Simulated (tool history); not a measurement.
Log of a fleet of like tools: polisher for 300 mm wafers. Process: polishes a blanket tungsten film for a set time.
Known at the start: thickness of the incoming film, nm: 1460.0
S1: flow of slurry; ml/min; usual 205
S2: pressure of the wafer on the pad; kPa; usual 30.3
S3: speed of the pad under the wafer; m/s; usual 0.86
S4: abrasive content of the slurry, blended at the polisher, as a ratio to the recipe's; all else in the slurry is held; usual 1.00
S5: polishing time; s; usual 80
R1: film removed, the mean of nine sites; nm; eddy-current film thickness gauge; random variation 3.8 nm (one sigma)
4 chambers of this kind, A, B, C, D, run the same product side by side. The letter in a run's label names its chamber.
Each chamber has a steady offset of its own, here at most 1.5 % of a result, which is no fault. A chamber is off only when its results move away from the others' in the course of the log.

run     day   S1    S2    S3    S4   S5      R1
      0.225  -- chamber A: slurry tank refilled with fresh slurry and peroxide
 1B   0.275  205  30.3  0.86  1.00   80  312.83
      0.488  -- chamber A: worn pad replaced by a new one
 2C   0.583  205  30.3  0.86  1.00   80  305.00
 3A   0.871  205  30.3  0.86  1.00   80  314.80
      1.096  -- chamber B: worn pad replaced by a new one
 4D   1.133  205  30.3  0.86  1.00   80  296.38
      1.454  -- chamber D: slurry blender recalibrated
 5A   1.454  205  30.3  0.86  1.00   80  318.84
 6C   1.750  205  30.3  0.86  1.00   80  313.31
      1.825  -- chamber C: head pressure recalibrated
 7D   2.046  205  30.3  0.86  1.00   80  302.85
      2.167  -- chamber D: slurry tank refilled with fresh slurry and peroxide
 8B   2.246  205  30.3  0.86  1.00   80  314.80
 9A   2.417  205  30.3  0.86  1.00   80  306.95
      2.496  -- chamber D: worn pad replaced by a new one
      2.529  -- chamber D: slurry nozzle cleaned
      2.625  -- chamber A: worn pad replaced by a new one
10B   2.633  205  30.3  0.86  1.00   80  311.68
11C   2.846  205  30.3  1.04  1.00   80  372.00
      2.954  -- chamber C: slurry blender recalibrated
12D   3.058  205  30.3  1.04  1.00   80  373.31
      3.179  -- chamber C: worn pad replaced by a new one
13C   3.308  205  30.3  1.04  1.00   80  370.52
14D   3.467  205  30.3  1.04  1.00   80  375.73
15B   3.679  205  30.3  0.86  1.00   80  308.41
      3.875  -- chamber B: worn pad replaced by a new one
      3.879  -- chamber B: slurry nozzle cleaned
16A   3.892  240  30.3  0.86  1.25   80  334.71
17D   4.146  240  30.3  0.86  1.25   80  325.67
      4.288  -- chamber A: slurry tank refilled with fresh slurry and peroxide
18C   4.408  240  30.3  0.86  1.25   80  321.87
19A   4.771  240  30.3  0.86  1.25   80  337.30
20B   4.954  205  30.3  0.86  1.00   80  313.03
      4.979  -- chamber A: worn pad replaced by a new one
21C   5.292  205  30.3  0.86  1.00   80  308.03
22A   5.508  205  30.3  0.86  1.00   80  313.38
      5.646  -- chamber B: slurry tank refilled with fresh slurry and peroxide
23B   5.783  205  30.3  0.86  1.00   80  310.83
      5.833  -- chamber D: worn pad replaced by a new one
      5.904  -- chamber A: slurry blender recalibrated
24D   5.975  205  30.3  0.86  1.00   80  304.41
      6.029  -- chamber D: slurry tank refilled with fresh slurry and peroxide
25D   6.200  165  30.3  0.86  1.00   80  297.43
26C   6.417  165  30.3  0.86  1.00   80  289.95
      6.775  -- chamber C: worn pad replaced by a new one
27B   6.779  165  30.3  0.86  1.00   80  304.56
28A   7.046  165  30.3  0.86  1.00   80  302.74
      7.050  -- chamber B: worn pad replaced by a new one
29D   7.375  205  30.3  0.86  1.00   80  309.85
      7.425  -- chamber A: head pressure recalibrated
      7.558  -- chamber C: slurry nozzle cleaned
30B   7.633  205  30.3  0.86  1.00   80  308.86
      7.825  -- chamber A: worn pad replaced by a new one
31C   7.867  205  30.3  0.86  1.00   80  291.60
32A   8.096  205  30.3  0.86  1.00   80  314.04
33D   8.375  205  30.3  0.86  1.00   80  311.33
      8.575  -- chamber A: slurry tank refilled with fresh slurry and peroxide
34B   8.683  205  30.3  0.86  1.00   80  319.13
35A   8.862  205  30.3  0.86  1.00   80  312.33
      9.071  -- chamber D: worn pad replaced by a new one
36C   9.175  205  30.3  0.86  1.00   80  276.26
37B   9.371  145  30.3  0.86  1.00  101  380.35
      9.462  -- chamber C: worn pad replaced by a new one
      9.533  -- chamber D: slurry tank refilled with fresh slurry and peroxide
38A   9.550  145  30.3  0.86  1.00  101  383.84
39C   9.788  145  30.3  0.86  1.00  101  332.12
      9.808  -- chamber A: slurry nozzle cleaned
40D   9.988  145  30.3  0.86  1.00  101  359.84
     10.100  -- chamber C: slurry blender recalibrated
41A  10.183  205  30.3  0.86  1.00   80  316.91
42C  10.483  205  30.3  1.06  0.85   80  325.94

All 4 chambers run these settings next. Forecast each chamber's results:
43A  10.746  205  30.3  0.86  1.00  80   ?
43B  10.746  205  30.3  0.86  1.00  80   ?
43C  10.746  205  30.3  0.86  1.00  80   ?
43D  10.746  205  30.3  0.86  1.00  80   ?

run      R1
43A  313.37
43B  308.07
43C  266.33
43D  308.57

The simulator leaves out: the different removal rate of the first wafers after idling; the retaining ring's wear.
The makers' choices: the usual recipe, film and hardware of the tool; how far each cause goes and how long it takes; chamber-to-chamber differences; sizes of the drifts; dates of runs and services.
